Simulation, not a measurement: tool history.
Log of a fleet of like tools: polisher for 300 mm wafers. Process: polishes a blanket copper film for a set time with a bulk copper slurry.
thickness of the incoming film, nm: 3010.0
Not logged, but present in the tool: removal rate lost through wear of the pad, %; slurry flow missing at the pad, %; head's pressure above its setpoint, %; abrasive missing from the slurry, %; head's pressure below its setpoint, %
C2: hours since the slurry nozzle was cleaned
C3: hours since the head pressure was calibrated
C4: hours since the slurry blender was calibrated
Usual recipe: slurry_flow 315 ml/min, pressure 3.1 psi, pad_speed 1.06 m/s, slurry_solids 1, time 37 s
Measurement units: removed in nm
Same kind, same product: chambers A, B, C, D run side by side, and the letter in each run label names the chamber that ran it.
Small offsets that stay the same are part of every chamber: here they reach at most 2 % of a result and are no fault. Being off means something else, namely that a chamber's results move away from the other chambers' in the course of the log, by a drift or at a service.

{"run": "1B", "hour": 6.2, "slurry_flow": 315, "pressure": 3.1, "pad_speed": 1.06, "slurry_solids": 1, "time": 37, "wafers polished on this pad": 1357, "C2": 278.5, "C3": 862.6, "C4": 449.8, "removed": 467.83}
{"hour": 7.9, "done": "chamber B: slurry nozzle cleaned"}
{"run": "2D", "hour": 12.9, "slurry_flow": 315, "pressure": 3.1, "pad_speed": 1.06, "slurry_solids": 1, "time": 37, "wafers polished on this pad": 1257, "C2": 134.5, "C3": 193, "C4": 282, "removed": 464.55}
{"hour": 14.3, "done": "chamber B: worn pad replaced by a new one"}
{"run": "3C", "hour": 18.3, "slurry_flow": 315, "pressure": 3.1, "pad_speed": 1.06, "slurry_solids": 1, "time": 37, "wafers polished on this pad": 748, "C2": 353.1, "C3": 273.8, "C4": 168.7, "removed": 471.68}
{"hour": 19.7, "done": "chamber D: worn pad replaced by a new one"}
{"run": "4A", "hour": 27.7, "slurry_flow": 315, "pressure": 3.1, "pad_speed": 1.06, "slurry_solids": 1, "time": 37, "wafers polished on this pad": 1261, "C2": 447.5, "C3": 245.9, "C4": 286.9, "removed": 467.71}
{"run": "5D", "hour": 33.1, "slurry_flow": 315, "pressure": 3.1, "pad_speed": 1.06, "slurry_solids": 1, "time": 37, "wafers polished on this pad": 158, "C2": 154.7, "C3": 213.2, "C4": 302.2, "removed": 461.95}
{"run": "6B", "hour": 41.1, "slurry_flow": 315, "pressure": 3.1, "pad_speed": 1.06, "slurry_solids": 1, "time": 37, "wafers polished on this pad": 317, "C2": 33.2, "C3": 897.5, "C4": 484.7, "removed": 465.2}
{"hour": 44.4, "done": "chamber A: worn pad replaced by a new one"}
{"run": "7A", "hour": 46.0, "slurry_flow": 315, "pressure": 2.4, "pad_speed": 1.06, "slurry_solids": 1, "time": 37, "wafers polished on this pad": 19, "C2": 465.8, "C3": 264.2, "C4": 305.2, "removed": 359.28}
{"run": "8C", "hour": 52.6, "slurry_flow": 315, "pressure": 2.4, "pad_speed": 1.06, "slurry_solids": 1, "time": 37, "wafers polished on this pad": 1153, "C2": 387.4, "C3": 308.1, "C4": 203, "removed": 367.56}
{"run": "9C", "hour": 57.3, "slurry_flow": 315, "pressure": 2.4, "pad_speed": 1.06, "slurry_solids": 1, "time": 37, "wafers polished on this pad": 1209, "C2": 392.1, "C3": 312.8, "C4": 207.7, "removed": 367.76}
{"hour": 63.0, "done": "chamber A: slurry blender recalibrated"}
{"run": "10A", "hour": 63.4, "slurry_flow": 315, "pressure": 2.4, "pad_speed": 1.06, "slurry_solids": 1, "time": 37, "wafers polished on this pad": 225, "C2": 483.2, "C3": 281.6, "C4": 0.4, "removed": 360.21}
{"run": "11D", "hour": 71.8, "slurry_flow": 315, "pressure": 3.1, "pad_speed": 1.06, "slurry_solids": 1, "time": 37, "wafers polished on this pad": 615, "C2": 193.4, "C3": 251.9, "C4": 340.9, "removed": 456.95}
{"hour": 72.6, "done": "chamber C: slurry blender recalibrated"}
{"hour": 74.5, "done": "chamber C: worn pad replaced by a new one"}
{"hour": 78.2, "done": "chamber B: slurry blender recalibrated"}
{"run": "12B", "hour": 81.6, "slurry_flow": 315, "pressure": 3.1, "pad_speed": 1.06, "slurry_solids": 1, "time": 37, "wafers polished on this pad": 795, "C2": 73.7, "C3": 938, "C4": 3.5, "removed": 467.48}
{"run": "13A", "hour": 89.0, "slurry_flow": 315, "pressure": 3.1, "pad_speed": 1.06, "slurry_solids": 1, "time": 37, "wafers polished on this pad": 527, "C2": 508.8, "C3": 307.2, "C4": 26, "removed": 468.72}
{"hour": 94.5, "done": "chamber A: slurry nozzle cleaned"}
{"run": "14D", "hour": 95.8, "slurry_flow": 315, "pressure": 3.1, "pad_speed": 1.06, "slurry_solids": 1, "time": 33, "wafers polished on this pad": 898, "C2": 217.4, "C3": 275.9, "C4": 364.9, "removed": 415.22}
{"run": "15B", "hour": 104.6, "slurry_flow": 315, "pressure": 3.1, "pad_speed": 1.06, "slurry_solids": 1, "time": 33, "wafers polished on this pad": 1066, "C2": 96.7, "C3": 961, "C4": 26.5, "removed": 415.67}
{"run": "16C", "hour": 114.5, "slurry_flow": 315, "pressure": 3.1, "pad_speed": 1.06, "slurry_solids": 1, "time": 33, "wafers polished on this pad": 472, "C2": 449.3, "C3": 370, "C4": 42, "removed": 411.97}
{"hour": 117.0, "done": "chamber B: worn pad replaced by a new one"}
{"run": "17D", "hour": 121.0, "slurry_flow": 315, "pressure": 3.1, "pad_speed": 1.06, "slurry_solids": 1, "time": 33, "wafers polished on this pad": 1196, "C2": 242.6, "C3": 301.1, "C4": 390.1, "removed": 409.23}
{"hour": 129.3, "done": "chamber D: slurry blender recalibrated"}
{"run": "18C", "hour": 131.0, "slurry_flow": 315, "pressure": 3.1, "pad_speed": 1.06, "slurry_solids": 1, "time": 37, "wafers polished on this pad": 667, "C2": 465.8, "C3": 386.5, "C4": 58.5, "removed": 458.16}
{"run": "19A", "hour": 136.0, "slurry_flow": 315, "pressure": 3.1, "pad_speed": 1.06, "slurry_solids": 1, "time": 37, "wafers polished on this pad": 1082, "C2": 41.5, "C3": 354.2, "C4": 73, "removed": 466.29}
{"run": "20B", "hour": 143.6, "slurry_flow": 315, "pressure": 3.1, "pad_speed": 1.06, "slurry_solids": 1, "time": 37, "wafers polished on this pad": 314, "C2": 135.7, "C3": 1000, "C4": 65.5, "removed": 471.23}
{"hour": 147.2, "done": "chamber D: worn pad replaced by a new one"}
{"run": "21C", "hour": 149.2, "slurry_flow": 315, "pressure": 3.1, "pad_speed": 1.06, "slurry_solids": 1, "time": 37, "wafers polished on this pad": 882, "C2": 484, "C3": 404.7, "C4": 76.7, "removed": 459.58}
{"hour": 154.2, "done": "chamber A: worn pad replaced by a new one"}
{"run": "22B", "hour": 158.0, "slurry_flow": 315, "pressure": 3.1, "pad_speed": 1.06, "slurry_solids": 1, "time": 37, "wafers polished on this pad": 484, "C2": 150.1, "C3": 1014.4, "C4": 79.9, "removed": 470.36}
{"run": "23D", "hour": 166.3, "slurry_flow": 315, "pressure": 3.1, "pad_speed": 1.06, "slurry_solids": 1, "time": 37, "wafers polished on this pad": 226, "C2": 287.9, "C3": 346.4, "C4": 37, "removed": 463.08}
{"run": "24A", "hour": 174.5, "slurry_flow": 315, "pressure": 3.1, "pad_speed": 0.86, "slurry_solids": 1, "time": 30, "wafers polished on this pad": 239, "C2": 80, "C3": 392.7, "C4": 111.5, "removed": 308.47}
{"run": "25A", "hour": 184.0, "slurry_flow": 315, "pressure": 3.1, "pad_speed": 0.86, "slurry_solids": 1, "time": 30, "wafers polished on this pad": 351, "C2": 89.5, "C3": 402.2, "C4": 121, "removed": 304.08}
{"run": "26C", "hour": 189.7, "slurry_flow": 315, "pressure": 3.1, "pad_speed": 0.86, "slurry_solids": 1, "time": 30, "wafers polished on this pad": 1360, "C2": 524.5, "C3": 445.2, "C4": 117.2, "removed": 296.13}
{"run": "27D", "hour": 194.3, "slurry_flow": 315, "pressure": 3.1, "pad_speed": 0.86, "slurry_solids": 1, "time": 30, "wafers polished on this pad": 557, "C2": 315.9, "C3": 374.4, "C4": 65, "removed": 307.25}
{"hour": 199.6, "done": "chamber C: worn pad replaced by a new one"}
{"run": "28B", "hour": 200.2, "slurry_flow": 315, "pressure": 3.1, "pad_speed": 1.06, "slurry_solids": 1, "time": 37, "wafers polished on this pad": 982, "C2": 192.3, "C3": 1056.6, "C4": 122.1, "removed": 469.78}
{"run": "29B", "hour": 210.2, "slurry_flow": 315, "pressure": 3.1, "pad_speed": 1.06, "slurry_solids": 0.8, "time": 37, "wafers polished on this pad": 1100, "C2": 202.3, "C3": 1066.6, "C4": 132.1, "removed": 449.24}
{"run": "30D", "hour": 216.2, "slurry_flow": 315, "pressure": 3.1, "pad_speed": 1.06, "slurry_solids": 0.8, "time": 37, "wafers polished on this pad": 815, "C2": 337.8, "C3": 396.3, "C4": 86.9, "removed": 437.91}
{"hour": 216.3, "done": "chamber D: slurry nozzle cleaned"}
{"run": "31A", "hour": 221.6, "slurry_flow": 315, "pressure": 3.1, "pad_speed": 1.06, "slurry_solids": 0.8, "time": 37, "wafers polished on this pad": 795, "C2": 127.1, "C3": 439.8, "C4": 158.6, "removed": 448.81}
{"run": "32C", "hour": 227.9, "slurry_flow": 315, "pressure": 3.1, "pad_speed": 1.06, "slurry_solids": 0.8, "time": 37, "wafers polished on this pad": 335, "C2": 562.7, "C3": 483.4, "C4": 155.4, "removed": 420.71}
{"run": "33A", "hour": 233.4, "slurry_flow": 315, "pressure": 3.1, "pad_speed": 1.06, "slurry_solids": 1, "time": 37, "wafers polished on this pad": 935, "C2": 138.9, "C3": 451.6, "C4": 170.4, "removed": 465.92}
{"run": "34D", "hour": 239.2, "slurry_flow": 315, "pressure": 3.1, "pad_speed": 1.06, "slurry_solids": 1, "time": 37, "wafers polished on this pad": 1087, "C2": 22.9, "C3": 419.3, "C4": 109.9, "removed": 463.11}

All chambers now run identical settings, listed one chamber a line with results as question marks. What results will each chamber show?
{"run": "35A", "hour": 246.5, "slurry_flow": 315, "pressure": 3.4, "pad_speed": 1.06, "slurry_solids": 1, "time": 37, "removed": "?"}
{"run": "35B", "hour": 246.5, "slurry_flow": 315, "pressure": 3.4, "pad_speed": 1.06, "slurry_solids": 1, "time": 37, "removed": "?"}
{"run": "35C", "hour": 246.5, "slurry_flow": 315, "pressure": 3.4, "pad_speed": 1.06, "slurry_solids": 1, "time": 37, "removed": "?"}
{"run": "35D", "hour": 246.5, "slurry_flow": 315, "pressure": 3.4, "pad_speed": 1.06, "slurry_solids": 1, "time": 37, "removed": "?"}

run=35A removed=515.36
run=35B removed=511.85
run=35C removed=481.53
run=35D removed=504.9
